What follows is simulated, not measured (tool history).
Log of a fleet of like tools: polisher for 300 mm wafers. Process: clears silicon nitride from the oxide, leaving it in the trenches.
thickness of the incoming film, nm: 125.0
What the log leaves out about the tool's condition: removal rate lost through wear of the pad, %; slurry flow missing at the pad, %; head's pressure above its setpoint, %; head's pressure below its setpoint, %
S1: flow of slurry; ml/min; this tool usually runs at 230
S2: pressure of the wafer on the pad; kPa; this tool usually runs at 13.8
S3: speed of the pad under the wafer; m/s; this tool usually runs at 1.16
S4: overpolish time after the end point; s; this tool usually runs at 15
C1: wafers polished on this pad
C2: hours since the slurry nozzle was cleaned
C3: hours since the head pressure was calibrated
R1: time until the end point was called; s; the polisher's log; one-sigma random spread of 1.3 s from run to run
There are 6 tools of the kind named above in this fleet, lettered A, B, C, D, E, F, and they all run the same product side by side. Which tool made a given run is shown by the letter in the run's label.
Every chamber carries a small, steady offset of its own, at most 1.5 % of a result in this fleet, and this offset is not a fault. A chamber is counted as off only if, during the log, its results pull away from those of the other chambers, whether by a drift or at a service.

| run | hour | S1 | S2 | S3 | S4 | C1 | C2 | C3 | R1 |
|---|---|---|---|---|---|---|---|---|---|
| 1A | 10 | 230 | 13.8 | 1.16 | 15 | 1164 | 39.7 | 1000.8 | 141.45 |
|  | 10.2 | chamber E: worn pad replaced by a new one |
|  | 13.4 | chamber A: worn pad replaced by a new one |
|  | 20.1 | chamber B: slurry nozzle cleaned |
| 2C | 22.1 | 230 | 13.8 | 1.16 | 15 | 720 | 161.6 | 209 | 142.32 |
| 3D | 29.5 | 230 | 13.8 | 1.16 | 15 | 843 | 44.1 | 818.1 | 138.78 |
|  | 31.1 | chamber F: worn pad replaced by a new one |
| 4F | 40.7 | 230 | 13.8 | 1.16 | 15 | 62 | 610.1 | 572.3 | 142.69 |
|  | 51.5 | chamber A: head pressure recalibrated |
| 5E | 51.7 | 230 | 13.8 | 1.16 | 15 | 267 | 309.2 | 566.4 | 142.59 |
| 6B | 57.9 | 230 | 13.8 | 1.16 | 15 | 706 | 37.9 | 141 | 140.25 |
|  | 66.4 | chamber C: worn pad replaced by a new one |
|  | 68.3 | chamber B: worn pad replaced by a new one |
| 7B | 70.1 | 230 | 13.8 | 1.16 | 15 | 11 | 50.1 | 153.2 | 139.8 |
|  | 70.4 | chamber C: slurry nozzle cleaned |
| 8A | 78.8 | 230 | 18.6 | 1.16 | 9 | 421 | 108.5 | 27.3 | 105.95 |
|  | 82.6 | chamber D: worn pad replaced by a new one |
| 9C | 89.3 | 230 | 18.6 | 1.16 | 9 | 147 | 18.9 | 276.2 | 105.06 |
| 10D | 97.1 | 230 | 18.6 | 1.16 | 9 | 93 | 111.7 | 885.7 | 105.36 |
|  | 106.8 | chamber E: worn pad replaced by a new one |
| 11E | 108.1 | 230 | 18.6 | 1.16 | 9 | 8 | 365.6 | 622.8 | 107.19 |
| 12F | 113.6 | 230 | 18.6 | 1.16 | 9 | 531 | 683 | 645.2 | 106.8 |
| 13D | 122.4 | 230 | 18.6 | 1.16 | 9 | 256 | 137 | 911 | 105.55 |
| 14F | 127.7 | 230 | 13.8 | 1.16 | 15 | 622 | 697.1 | 659.3 | 140.94 |
|  | 128.1 | chamber F: worn pad replaced by a new one |
| 15A | 138.2 | 230 | 13.8 | 1.16 | 15 | 804 | 167.9 | 86.7 | 142.48 |
| 16E | 147 | 230 | 13.8 | 1.16 | 15 | 259 | 404.5 | 661.7 | 145.19 |
|  | 149.3 | chamber F: slurry nozzle cleaned |
| 17B | 152.4 | 230 | 13.8 | 1.16 | 11 | 542 | 132.4 | 235.5 | 141.63 |
| 18C | 161.6 | 230 | 13.8 | 1.16 | 11 | 613 | 91.2 | 348.5 | 139.2 |
|  | 161.7 | chamber A: worn pad replaced by a new one |
| 19A | 173 | 230 | 13.8 | 1.16 | 11 | 72 | 202.7 | 121.5 | 142.04 |
| 20D | 178.9 | 230 | 13.8 | 1.16 | 11 | 620 | 193.5 | 967.5 | 139.18 |
| 21F | 185.9 | 230 | 13.8 | 1.16 | 11 | 372 | 36.7 | 717.5 | 143.79 |
|  | 192.8 | chamber B: worn pad replaced by a new one |
| 22E | 193.7 | 230 | 13.8 | 1.16 | 11 | 560 | 451.2 | 708.4 | 144.66 |
| 23B | 203.2 | 230 | 13.8 | 1.16 | 15 | 67 | 183.2 | 286.3 | 140.95 |
|  | 206.6 | chamber F: worn pad replaced by a new one |
| 24C | 210.4 | 230 | 13.8 | 1.16 | 15 | 927 | 140 | 397.3 | 141.72 |
| 25B | 216 | 230 | 13.8 | 1.16 | 15 | 149 | 196 | 299.1 | 143.3 |
|  | 216.9 | chamber C: worn pad replaced by a new one |
|  | 222.2 | chamber E: worn pad replaced by a new one |
| 26C | 226 | 230 | 13.8 | 1.16 | 15 | 58 | 155.6 | 412.9 | 140.74 |
| 27A | 235.2 | 230 | 13.8 | 1.16 | 15 | 473 | 264.9 | 183.7 | 143.15 |
| 28D | 240.7 | 230 | 13.8 | 1.16 | 15 | 1018 | 255.3 | 1029.3 | 141.48 |
| 29E | 250.8 | 280 | 13.8 | 1.16 | 15 | 184 | 508.3 | 765.5 | 138.98 |
| 30F | 256.8 | 280 | 13.8 | 1.16 | 15 | 323 | 107.6 | 788.4 | 142.64 |
|  | 258 | chamber D: worn pad replaced by a new one |
| 31C | 262.4 | 280 | 13.8 | 1.16 | 15 | 293 | 192 | 449.3 | 135.76 |
| 32E | 269.5 | 280 | 13.8 | 1.16 | 15 | 304 | 527 | 784.2 | 138.41 |
| 33A | 279.1 | 280 | 13.8 | 1.16 | 15 | 756 | 308.8 | 227.6 | 136.19 |
|  | 284.6 | chamber F: worn pad replaced by a new one |
| 34B | 290.2 | 280 | 13.8 | 1.16 | 15 | 627 | 270.2 | 373.3 | 139.26 |
| 35D | 297.2 | 230 | 13.8 | 1.16 | 15 | 252 | 311.8 | 1085.8 | 141.46 |
| 36F | 304.4 | 230 | 13.8 | 1.16 | 15 | 127 | 155.2 | 836 | 143.7 |

All chambers now run identical settings, listed one chamber a line with results as question marks. What results will each chamber show?
| 37A | 313.3 | 230 | 13.8 | 1.16 | 23 |  |  |  | ? |
| 37B | 313.3 | 230 | 13.8 | 1.16 | 23 |  |  |  | ? |
| 37C | 313.3 | 230 | 13.8 | 1.16 | 23 |  |  |  | ? |
| 37D | 313.3 | 230 | 13.8 | 1.16 | 23 |  |  |  | ? |
| 37E | 313.3 | 230 | 13.8 | 1.16 | 23 |  |  |  | ? |
| 37F | 313.3 | 230 | 13.8 | 1.16 | 23 |  |  |  | ? |

| run | R1 |
|---|---|
| 37A | 141.12 |
| 37B | 140.6 |
| 37C | 140.59 |
| 37D | 138.89 |
| 37E | 140.09 |
| 37F | 144.23 |
